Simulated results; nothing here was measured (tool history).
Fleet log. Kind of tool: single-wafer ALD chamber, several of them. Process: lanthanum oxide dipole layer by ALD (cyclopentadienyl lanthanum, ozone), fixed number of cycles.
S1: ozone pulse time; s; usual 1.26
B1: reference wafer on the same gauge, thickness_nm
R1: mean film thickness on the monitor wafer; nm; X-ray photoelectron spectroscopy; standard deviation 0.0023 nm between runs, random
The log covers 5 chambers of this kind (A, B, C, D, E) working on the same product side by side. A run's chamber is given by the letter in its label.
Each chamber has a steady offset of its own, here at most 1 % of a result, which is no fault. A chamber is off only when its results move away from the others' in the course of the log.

run 1A hour=9.9 | S1=1.26 | B1=0.57979 | R1=0.53666
run 2E hour=16.3 | S1=1.26 | B1=0.58027 | R1=0.5329
run 3B hour=22.9 | S1=1.26 | B1=0.57986 | R1=0.52822
run 4D hour=28.9 | S1=1.26 | B1=0.58017 | R1=0.53634
run 5C hour=35.2 | S1=1.26 | B1=0.58008 | R1=0.53467
run 6A hour=39.4 | S1=1.26 | B1=0.57981 | R1=0.53401
run 7E hour=44.5 | S1=0.93 | B1=0.57998 | R1=0.48594
run 8B hour=52.1 | S1=0.93 | B1=0.57951 | R1=0.48856
run 9D hour=61.6 | S1=0.93 | B1=0.5795 | R1=0.48789
run 10C hour=71.2 | S1=0.93 | B1=0.57976 | R1=0.48467
run 11C hour=79.2 | S1=0.93 | B1=0.58011 | R1=0.48565
run 12A hour=85.9 | S1=1.26 | B1=0.58037 | R1=0.53474
run 13E hour=95.9 | S1=1.26 | B1=0.57973 | R1=0.52971
run 14D hour=105 | S1=1.26 | B1=0.57996 | R1=0.53335
run 15B hour=112.5 | S1=1.26 | B1=0.57953 | R1=0.52994
run 16A hour=117.7 | S1=1.26 | B1=0.57978 | R1=0.53217
run 17C hour=122.6 | S1=1.26 | B1=0.57939 | R1=0.52824
run 18E hour=132.4 | S1=1.26 | B1=0.57996 | R1=0.52957
run 19D hour=138.8 | S1=1.26 | B1=0.58088 | R1=0.53394
run 20B hour=145 | S1=1.26 | B1=0.57959 | R1=0.52737
run 21B hour=152.5 | S1=1.57 | B1=0.57973 | R1=0.55037
run 22E hour=161 | S1=1.57 | B1=0.58018 | R1=0.55051
run 23C hour=165.6 | S1=1.57 | B1=0.57927 | R1=0.54914
-- hour=171.2 chamber D: ozone generator serviced
run 24D hour=172.5 | S1=1.57 | B1=0.58024 | R1=0.55649
run 25A hour=177.6 | S1=1.57 | B1=0.5804 | R1=0.55497
run 26D hour=182.3 | S1=1.26 | B1=0.58002 | R1=0.53272
run 27E hour=190.1 | S1=0.98 | B1=0.58007 | R1=0.4956
run 28B hour=195.2 | S1=0.98 | B1=0.57939 | R1=0.49652
run 29C hour=202.8 | S1=0.98 | B1=0.5805 | R1=0.48465
run 30A hour=211.3 | S1=0.98 | B1=0.57986 | R1=0.49987
run 31D hour=218.6 | S1=0.98 | B1=0.58013 | R1=0.50099
run 32A hour=227.8 | S1=1.26 | B1=0.57987 | R1=0.53047
run 33E hour=233.7 | S1=1.26 | B1=0.57973 | R1=0.52801
run 34C hour=241.9 | S1=1.26 | B1=0.58061 | R1=0.51307
run 35B hour=250.4 | S1=1.26 | B1=0.58031 | R1=0.52784
run 36A hour=258.3 | S1=1.26 | B1=0.57976 | R1=0.53538
run 37E hour=265.2 | S1=1.26 | B1=0.58054 | R1=0.52888
run 38B hour=272.5 | S1=1.26 | B1=0.58027 | R1=0.52843
run 39C hour=280.5 | S1=1.26 | B1=0.58031 | R1=0.51093

What goes on in this fleet: one chamber off, a drifting gauge, or nothing beyond the chambers' own small offsets? Name the chamber and the cause, if any.

It is chamber C that slowly wanders off from its peers.
Likeliest cause: ozone dose below that of a generator just serviced (%) = 15.

Here are 4 candidates for chamber C's next run, each the usual settings with a change, their results left as question marks. Which one brings its results back in line with what the others give on the usual settings?
Counts as in line when no further than this from what the other chambers average on the usual settings: R1 0.008 nm
run 40C-1 hour=287.6 | S1=1.21 | R1=?
run 40C-2 hour=287.6 | S1=1.31 | R1=?
run 40C-3 hour=287.6 | S1=1.47 | R1=?
run 40C-4 hour=287.6 | S1=1.09 | R1=?

On the usual settings, the other chambers give on average: R1 0.5315 nm
run=40C-1 R1=0.50653
run=40C-2 R1=0.51784
run=40C-3 R1=0.53242
run=40C-4 R1=0.49021
The right change is 40C-3: it brings the chamber back within the allowed miss of the others.
